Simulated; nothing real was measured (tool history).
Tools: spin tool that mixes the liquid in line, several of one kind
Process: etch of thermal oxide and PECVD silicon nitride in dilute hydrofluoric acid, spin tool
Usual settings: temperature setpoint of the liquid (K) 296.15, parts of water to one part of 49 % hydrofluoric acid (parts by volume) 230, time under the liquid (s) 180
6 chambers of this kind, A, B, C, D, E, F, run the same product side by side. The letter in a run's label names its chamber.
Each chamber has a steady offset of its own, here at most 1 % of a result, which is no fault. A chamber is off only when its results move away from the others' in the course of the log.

run,hour,temperature setpoint of the liquid (K),parts of water to one part of 49 % hydrofluoric acid (parts by volume),time under the liquid (s),"read-back film thickness of the thermal oxide reference wafer, read on the same gauge (nm)","read-back film thickness of the PECVD silicon nitride reference wafer, read on the same gauge (nm)",thickness taken off the thermal oxide on a monitor wafer (Å),thickness taken off the PECVD silicon nitride on a monitor wafer (Å)
1A,5.7,296.15,230,180,150,109.98,29.724,13.381
2E,10.7,296.15,230,180,150.05,109.95,28.928,13.821
3D,13.7,296.15,230,180,150.02,109.97,28.912,13.682
4C,19.4,296.15,230,180,149.99,110.03,29.267,14.195
5F,25.9,296.15,230,180,150.02,110.04,29.59,13.924
6B,32.3,292.15,230,180,150,110,24.882,11.16
7F,37.6,292.15,230,180,149.99,110.02,25.336,10.942
8B,41,292.15,230,180,149.99,109.95,25.282,10.699
9D,47.2,292.15,230,180,149.98,110,25.181,10.898
10C,50.7,292.15,230,180,150,109.96,25.563,10.764
11A,54.5,292.15,230,180,149.95,110.03,25.223,10.657
12E,59.8,296.15,230,180,149.99,110.03,29.191,13.673
13D,63.9,296.15,230,180,150,109.99,29.456,13.967
14F,68.9,296.15,230,180,150,109.97,29.743,14.04
15A,75.6,296.15,230,180,150.02,109.98,29.925,14.097
16E,81.4,296.15,230,180,149.98,109.99,29.559,13.563
17C,84.3,296.15,230,225,149.97,110,36.781,17.905
18B,88.1,296.15,230,225,149.97,109.99,36.403,17.774
19B,93.8,296.15,230,225,150.02,109.98,36.572,16.626
20F,98.2,296.15,230,225,149.97,109.96,35.737,16.919
21E,102,296.15,230,225,149.99,110.08,36.318,17.426
22A,106.9,296.15,230,225,149.95,109.98,36.814,17.172
23D,110.9,296.15,230,180,150,110.03,29.689,14.011
24C,114.3,296.15,230,180,149.96,109.97,29.76,14.493
25A,118.2,296.15,230,180,150,110,29.742,13.369
# hour 122.5: chamber A: thermometer replaced
26E,124.7,296.15,230,180,150,110.03,29.683,13.878
27D,130.5,296.15,230,180,150.03,110.04,29.48,13.99
28C,135.3,296.15,230,180,149.98,109.99,29.106,14.142
29F,139.1,296.15,230,180,149.98,109.97,28.84,13.724
30B,145.4,296.15,230,180,150.01,110.04,29.848,13.391
31D,151.1,296.15,230,180,150,110.03,29.575,14.005
32E,156.8,292.15,230,280,150.02,109.96,39.289,16.852
33B,160,292.15,230,280,149.99,109.98,39.432,16.54
34A,163.5,292.15,230,280,149.99,109.98,39.628,17.14
35C,169.2,292.15,230,280,150.01,110.02,40.291,16.293
36F,174.9,292.15,230,280,149.99,109.99,39.469,17.442
37F,178.1,292.15,230,280,149.99,109.93,39.779,16.895
38D,184.9,296.15,230,180,149.98,109.98,29.256,14.194

Is one chamber off against the others, does the gauge drift, or is nothing wrong? If a chamber is off, say which, and what the likeliest cause is.

No chamber stands off beyond its own small offset, and the gauge holds steady.
